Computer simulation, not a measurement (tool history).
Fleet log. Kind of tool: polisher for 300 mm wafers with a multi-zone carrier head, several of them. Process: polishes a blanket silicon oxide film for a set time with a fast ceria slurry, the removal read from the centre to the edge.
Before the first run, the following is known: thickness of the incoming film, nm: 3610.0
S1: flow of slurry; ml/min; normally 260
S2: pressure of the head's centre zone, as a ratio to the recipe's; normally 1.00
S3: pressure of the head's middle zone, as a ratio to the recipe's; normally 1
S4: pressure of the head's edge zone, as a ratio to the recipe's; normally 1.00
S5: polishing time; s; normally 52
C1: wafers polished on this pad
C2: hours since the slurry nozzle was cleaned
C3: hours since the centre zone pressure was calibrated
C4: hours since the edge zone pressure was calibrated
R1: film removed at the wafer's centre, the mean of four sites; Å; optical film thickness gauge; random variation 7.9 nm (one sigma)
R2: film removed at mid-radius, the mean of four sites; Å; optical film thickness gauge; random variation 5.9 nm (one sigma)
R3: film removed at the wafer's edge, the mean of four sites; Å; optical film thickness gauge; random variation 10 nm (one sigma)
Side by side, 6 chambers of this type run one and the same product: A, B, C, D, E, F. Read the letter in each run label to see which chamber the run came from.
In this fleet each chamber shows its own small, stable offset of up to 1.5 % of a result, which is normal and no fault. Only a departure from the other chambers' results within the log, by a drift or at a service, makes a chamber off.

run,hour,S1,S2,S3,S4,S5,C1,C2,C3,C4,R1,R2,R3
1F,6.3,260,1.00,1,1.00,52,113,236.0,313.3,6.4,8930.9,8837.6,8878.2
# hour 11.3: chamber C: worn pad replaced by a new one
2B,12.0,260,1.00,1,1.00,52,294,12.6,416.8,394.4,8913.2,8864.3,8869.8
3A,15.1,260,1.00,1,1.00,52,439,420.9,152.8,1206.2,8875.8,8843.9,8662.5
# hour 16.3: chamber D: edge zone pressure recalibrated
4D,18.9,260,1.00,1,1.00,52,304,106.1,248.8,2.6,8777.4,8869.8,8706.8
# hour 21.1: chamber A: worn pad replaced by a new one
5E,24.4,260,1.00,1,1.00,52,666,125.2,698.0,447.5,8826.3,8954.2,8943.5
6C,29.0,260,1.00,1,1.00,52,166,304.5,270.3,393.0,8813.1,8849.4,8857.4
7B,32.9,260,1.00,1,1.00,52,490,33.5,437.7,415.3,8717.0,8921.1,8893.9
8E,37.5,260,1.00,1,1.00,52,789,138.3,711.1,460.6,8717.0,8925.3,8763.3
9F,41.9,260,1.00,1,1.00,52,447,271.6,348.9,42.0,8813.0,8737.6,8819.8
10C,45.4,260,1.00,1,1.00,52,320,320.9,286.7,409.4,8799.5,8794.0,8897.7
11D,49.2,260,1.00,1,1.00,52,589,136.4,279.1,32.9,8722.8,8826.8,8940.0
# hour 52.5: chamber E: worn pad replaced by a new one
12A,54.4,260,1.00,1,1.00,52,312,460.2,192.1,1245.5,8857.1,8764.5,8591.8
13E,58.0,260,1.00,1,1.00,52,52,158.8,731.6,481.1,8725.7,9014.5,8864.2
# hour 60.6: chamber E: edge zone pressure recalibrated
14F,64.0,260,1.00,1,1.00,52,654,293.7,371.0,64.1,8957.4,8789.7,8893.9
# hour 66.9: chamber A: edge zone pressure recalibrated
15D,67.0,260,0.91,1,1.00,66,756,154.2,296.9,50.7,10019.0,11201.0,11069.0
16A,70.3,260,0.91,1,1.00,66,462,476.1,208.0,3.4,10236.0,11150.0,11092.0
# hour 71.8: chamber C: worn pad replaced by a new one
17C,75.9,260,0.91,1,1.00,66,39,351.4,317.2,439.9,10141.0,11313.0,11046.0
# hour 77.3: chamber A: worn pad replaced by a new one
18B,80.6,260,0.91,1,1.00,66,938,81.2,485.4,463.0,9631.6,10829.0,10810.0
19F,85.2,260,0.91,1,1.00,66,853,314.9,392.2,85.3,10088.0,11199.0,11098.0
# hour 88.1: chamber D: worn pad replaced by a new one
20D,88.6,260,0.91,1,1.00,66,4,175.8,318.5,72.3,10017.0,11130.0,11301.0
21A,94.1,260,1.00,1,1.00,52,158,499.9,231.8,27.2,8698.8,8790.6,8549.3
22E,99.1,260,1.00,1,1.00,52,437,199.9,772.7,38.6,8882.5,8918.8,8849.5
23B,104.1,260,1.00,1,1.00,52,1159,104.7,508.9,486.5,8378.1,8442.0,8466.5
24C,107.7,260,1.00,1,1.00,52,337,383.2,349.0,471.7,8781.7,8829.1,8778.7
25C,112.3,260,1.00,1,1.00,52,381,387.8,353.6,476.3,8843.1,8736.2,8618.6
26E,115.6,260,1.00,1,1.00,52,592,216.4,789.2,55.1,8748.4,9032.8,9017.4
27D,121.7,260,1.00,1,1.00,52,315,208.9,351.6,105.4,8727.0,8756.0,8871.1
28B,125.3,260,1.00,1,1.00,52,1358,125.9,530.1,507.7,8229.3,8191.0,8304.3
# hour 129.9: chamber C: edge zone pressure recalibrated
29F,130.9,260,0.89,1,1.00,52,1282,360.6,437.9,131.0,7807.7,8990.9,8989.1
# hour 131.4: chamber A: worn pad replaced by a new one
# hour 132.7: chamber F: worn pad replaced by a new one
# hour 136.6: chamber C: worn pad replaced by a new one
30A,137.1,260,0.89,1,1.00,52,54,542.9,274.8,70.2,7741.6,8720.3,8788.1
31A,140.7,260,0.89,1,1.00,52,88,546.5,278.4,73.8,7844.7,8722.2,8896.7
32B,146.8,260,0.89,1,1.00,52,1560,147.4,551.6,529.2,7206.5,8111.9,8160.2
# hour 148.6: chamber E: worn pad replaced by a new one
33E,152.6,260,0.89,1,1.00,52,37,253.4,826.2,92.1,7731.1,9081.9,8803.6
34F,156.1,260,0.89,1,1.00,52,220,385.8,463.1,156.2,7862.2,8744.8,8845.9
35C,159.8,260,1.00,1,1.06,61,218,435.3,401.1,30.0,10278.0,10331.0,10628.0
36D,163.6,260,1.00,1,1.06,61,708,250.8,393.5,147.3,10216.0,10294.0,10679.0
37E,166.9,260,1.00,1,1.06,61,171,267.7,840.5,106.4,10218.0,10410.0,10729.0
# hour 172.4: chamber D: worn pad replaced by a new one
38C,172.8,260,1.00,1,1.06,61,340,448.3,414.1,43.0,10078.0,10307.0,10676.0
39F,177.3,260,1.00,1,1.06,61,419,407.0,484.3,177.4,10360.0,10302.0,10703.0
40D,180.1,260,1.00,1,1.06,61,73,267.3,410.0,163.8,10238.0,10362.0,10833.0
41A,185.4,260,1.00,1,0.96,52,507,591.2,323.1,118.5,8877.6,8851.1,8553.9
42B,188.9,260,1.00,1,0.96,52,1955,189.5,593.7,571.3,7929.9,7985.8,7719.9

Does one chamber stand apart from the rest, does the shared gauge drift, or is all well apart from small per-chamber offsets? Give the chamber and the most likely cause, where there is one.

One chamber, B, drifts off from the rest bit by bit.
Most likely cause: removal rate lost through wear of the pad, % = 9.93.

Which of the 4 candidates below, each the usual settings with something changed and its results left as question marks, puts chamber B back in line with what the other chambers give on the usual settings?
Counts as in line when no further than this from what the other chambers average on the usual settings: R1 270.0 Å; R2 210.0 Å; R3 360.0 Å
43B-1,193.4,260,1.00,1,1.00,50,,,,,?,?,?
43B-2,193.4,265,1.00,1,1.00,58,,,,,?,?,?
43B-3,193.4,255,0.99,1,1.00,47,,,,,?,?,?
43B-4,193.4,260,1.00,1,1.00,54,,,,,?,?,?

Usual-settings mean across the other chambers: R1 8822.2 Å; R2 8840.2 Å; R3 8808.2 Å
run,R1,R2,R3
43B-1,7642.8,7642.8,7660.5
43B-2,8886.6,8884.7,8900.5
43B-3,7087.7,7168.7,7188.7
43B-4,8254.2,8254.3,8273.3
The right change is 43B-2: it brings the chamber back within the allowed miss of the others.
